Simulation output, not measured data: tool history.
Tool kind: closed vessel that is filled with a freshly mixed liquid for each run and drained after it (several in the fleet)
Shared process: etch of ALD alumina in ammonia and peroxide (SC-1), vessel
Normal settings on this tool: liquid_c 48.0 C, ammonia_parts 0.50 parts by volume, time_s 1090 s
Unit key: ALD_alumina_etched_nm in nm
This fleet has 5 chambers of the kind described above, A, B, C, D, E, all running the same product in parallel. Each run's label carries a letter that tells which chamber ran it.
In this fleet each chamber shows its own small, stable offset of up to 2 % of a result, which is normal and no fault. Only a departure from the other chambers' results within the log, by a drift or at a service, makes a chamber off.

run,day,liquid_c,ammonia_parts,time_s,"read-back film thickness of the ALD alumina reference wafer, read on the same gauge (nm)",ALD_alumina_etched_nm
1A,0.342,48.0,0.50,1090,120.02,38.765
# day 0.625: chamber B: ammonia flow meter replaced
2C,0.638,48.0,0.50,1090,120.00,39.400
3D,1.112,48.0,0.50,1090,119.99,38.531
# day 1.442: chamber B: thermometer replaced
4E,1.562,48.0,0.50,1090,119.99,38.980
5B,1.808,48.0,0.50,1090,119.99,38.030
6D,2.200,48.0,0.50,1090,119.99,38.490
7E,2.592,48.0,0.50,1090,120.00,38.854
8B,3.146,48.0,0.50,1090,119.99,38.113
9A,3.429,48.0,0.50,1090,120.00,38.340
10C,3.775,42.5,0.30,1090,119.99,27.123
11D,4.183,42.5,0.30,1090,120.00,26.879
12C,4.683,42.5,0.30,1090,119.99,27.296
13E,4.938,42.5,0.30,1090,119.99,27.192
14A,5.396,42.5,0.30,1090,120.01,26.794
15B,5.746,48.0,0.60,1090,120.01,39.103
16C,6.138,48.0,0.60,1090,119.98,39.873
17E,6.646,48.0,0.60,1090,120.00,39.641
18B,7.192,48.0,0.60,1090,120.02,38.974
19A,7.662,48.0,0.60,1090,120.00,39.195
20D,7.958,48.0,0.50,1090,119.99,38.671
21E,8.246,48.0,0.50,1090,119.98,38.968
22C,8.633,48.0,0.50,1090,119.99,38.305
# day 8.662: chamber A: new drum of ammonia solution connected
23B,8.888,48.0,0.50,1090,120.02,38.097
24A,9.254,48.0,0.50,1090,119.99,38.400
25D,9.692,48.0,0.50,1090,119.99,38.536
26C,10.096,48.0,0.50,1090,119.98,38.391
27E,10.517,48.0,0.50,1090,120.02,38.582
28B,10.908,48.0,0.50,1090,120.00,38.020
29A,11.446,48.0,0.50,1090,120.00,39.034
30D,11.738,48.0,0.50,620,120.00,21.735
31A,12.079,48.0,0.50,620,120.00,22.010
32E,12.388,48.0,0.50,620,120.00,22.215
# day 12.446: chamber C: ammonia flow meter replaced
33B,12.662,48.0,0.50,620,120.01,21.685
34D,13.004,48.0,0.50,620,120.01,22.179
35C,13.533,48.0,0.50,1090,120.00,37.711
36D,13.842,48.0,0.50,1090,120.00,38.810
37B,14.246,48.0,0.50,1090,119.99,38.364
38A,14.738,48.0,0.50,1090,120.01,38.681
39E,15.042,48.0,0.50,1090,120.01,38.895
40C,15.396,54.5,0.65,1090,120.01,53.840
41D,15.762,54.5,0.65,1090,120.00,55.990
42E,16.171,54.5,0.65,1090,119.98,56.647
43A,16.454,54.5,0.65,1090,119.99,56.328
44B,16.929,54.5,0.65,1090,120.01,55.652

Next, every chamber runs the same settings. What will each give?
45A,17.329,48.0,0.50,1090,,?
45B,17.329,48.0,0.50,1090,,?
45C,17.329,48.0,0.50,1090,,?
45D,17.329,48.0,0.50,1090,,?
45E,17.329,48.0,0.50,1090,,?

run,ALD_alumina_etched_nm
45A,38.830
45B,38.452
45C,36.707
45D,38.631
45E,38.449
